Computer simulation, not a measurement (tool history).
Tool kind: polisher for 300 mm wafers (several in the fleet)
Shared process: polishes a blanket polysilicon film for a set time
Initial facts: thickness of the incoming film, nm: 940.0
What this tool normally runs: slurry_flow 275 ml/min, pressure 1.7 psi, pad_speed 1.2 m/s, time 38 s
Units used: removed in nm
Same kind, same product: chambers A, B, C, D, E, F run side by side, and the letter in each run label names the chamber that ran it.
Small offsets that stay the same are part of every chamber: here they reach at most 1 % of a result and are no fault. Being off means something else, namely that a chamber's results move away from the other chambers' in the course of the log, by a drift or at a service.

run,hour,slurry_flow,pressure,pad_speed,time,removed
1C,5.4,275,1.7,1.2,38,186.14
# hour 9.9: chamber F: worn pad replaced by a new one
2B,11.1,275,1.7,1.2,38,188.4
# hour 11.6: chamber E: worn pad replaced by a new one
# hour 13.9: chamber D: worn pad replaced by a new one
3E,14.9,275,1.7,1.2,38,188.57
4D,20.7,275,1.7,1.2,38,183.18
# hour 25.3: chamber B: worn pad replaced by a new one
5F,26.9,275,1.7,1.2,38,185.14
6A,30.5,275,1.7,1.2,38,186.1
# hour 34.4: chamber A: worn pad replaced by a new one
7F,35.2,275,1.7,1.2,38,185.3
8B,38.6,275,1.2,1.2,38,129.93
9E,43.7,275,1.2,1.2,38,131.99
# hour 45.8: chamber F: slurry nozzle cleaned
10D,47.4,275,1.2,1.2,38,131.69
# hour 51.2: chamber D: worn pad replaced by a new one
11A,52.3,275,1.2,1.2,38,131.58
# hour 57.2: chamber F: worn pad replaced by a new one
12C,58.3,275,1.2,1.2,38,130.23
13C,64.6,275,1.2,1.2,38,132.17
14A,70,275,1.7,1.2,38,188.82
15D,74,275,1.7,1.2,38,185.31
# hour 75.6: chamber C: worn pad replaced by a new one
16F,79.4,275,1.7,1.2,38,186.98
# hour 81.7: chamber D: slurry nozzle cleaned
17B,85.2,275,1.7,1.2,38,189.12
# hour 91: chamber D: worn pad replaced by a new one
18E,91.6,275,1.7,1.2,38,189.16
# hour 95: chamber E: worn pad replaced by a new one
19C,95.1,275,1.7,1.2,38,186.9
20F,100.7,275,1.7,1.2,38,184.78
# hour 101.2: chamber F: worn pad replaced by a new one
21B,104.7,275,1.7,1.2,38,186.31
22D,108.7,275,1.7,1.2,38,187.08
# hour 110.6: chamber B: worn pad replaced by a new one
# hour 112.1: chamber B: slurry nozzle cleaned
23E,115.4,275,1.7,1.2,38,187.06
# hour 119.1: chamber A: worn pad replaced by a new one
24A,121.6,215,1.7,1.2,44,210.34
# hour 127: chamber D: head pressure recalibrated
25D,128.4,215,1.7,1.2,44,208.4
# hour 128.8: chamber D: worn pad replaced by a new one
26B,132.4,215,1.7,1.2,44,211.26
27E,138.3,215,1.7,1.2,44,212
28A,141.7,215,1.7,1.2,44,206.59
# hour 142.3: chamber F: worn pad replaced by a new one
29C,145.8,215,1.7,1.2,44,210.08
30F,151.5,275,1.7,1.2,38,187.78
# hour 152.8: chamber C: worn pad replaced by a new one
31B,155.7,275,1.7,1.2,38,186.87
32E,161.6,275,1.7,1.2,38,189.2
33C,166.1,275,1.7,1.2,38,186.49
# hour 168.7: chamber E: worn pad replaced by a new one
# hour 171.1: chamber D: worn pad replaced by a new one
34A,172,275,2,1.2,38,218.88
35D,178.6,275,2,1.2,38,217.39
36F,182.8,275,2,1.2,38,220.79
37E,188.3,275,2,1.2,38,223.69
# hour 188.5: chamber F: worn pad replaced by a new one
38B,193.3,275,2,1.2,38,223.47
39F,198.2,275,2,1.2,38,221.5
40C,201.7,275,1.7,1.2,38,188.98

All chambers now run identical settings, listed one chamber a line with results as question marks. What results will each chamber show?
41A,206.8,245,1.7,1.2,38,?
41B,206.8,245,1.7,1.2,38,?
41C,206.8,245,1.7,1.2,38,?
41D,206.8,245,1.7,1.2,38,?
41E,206.8,245,1.7,1.2,38,?
41F,206.8,245,1.7,1.2,38,?

run,removed
41A,182.85
41B,187.59
41C,185.13
41D,184.06
41E,186.32
41F,185.78
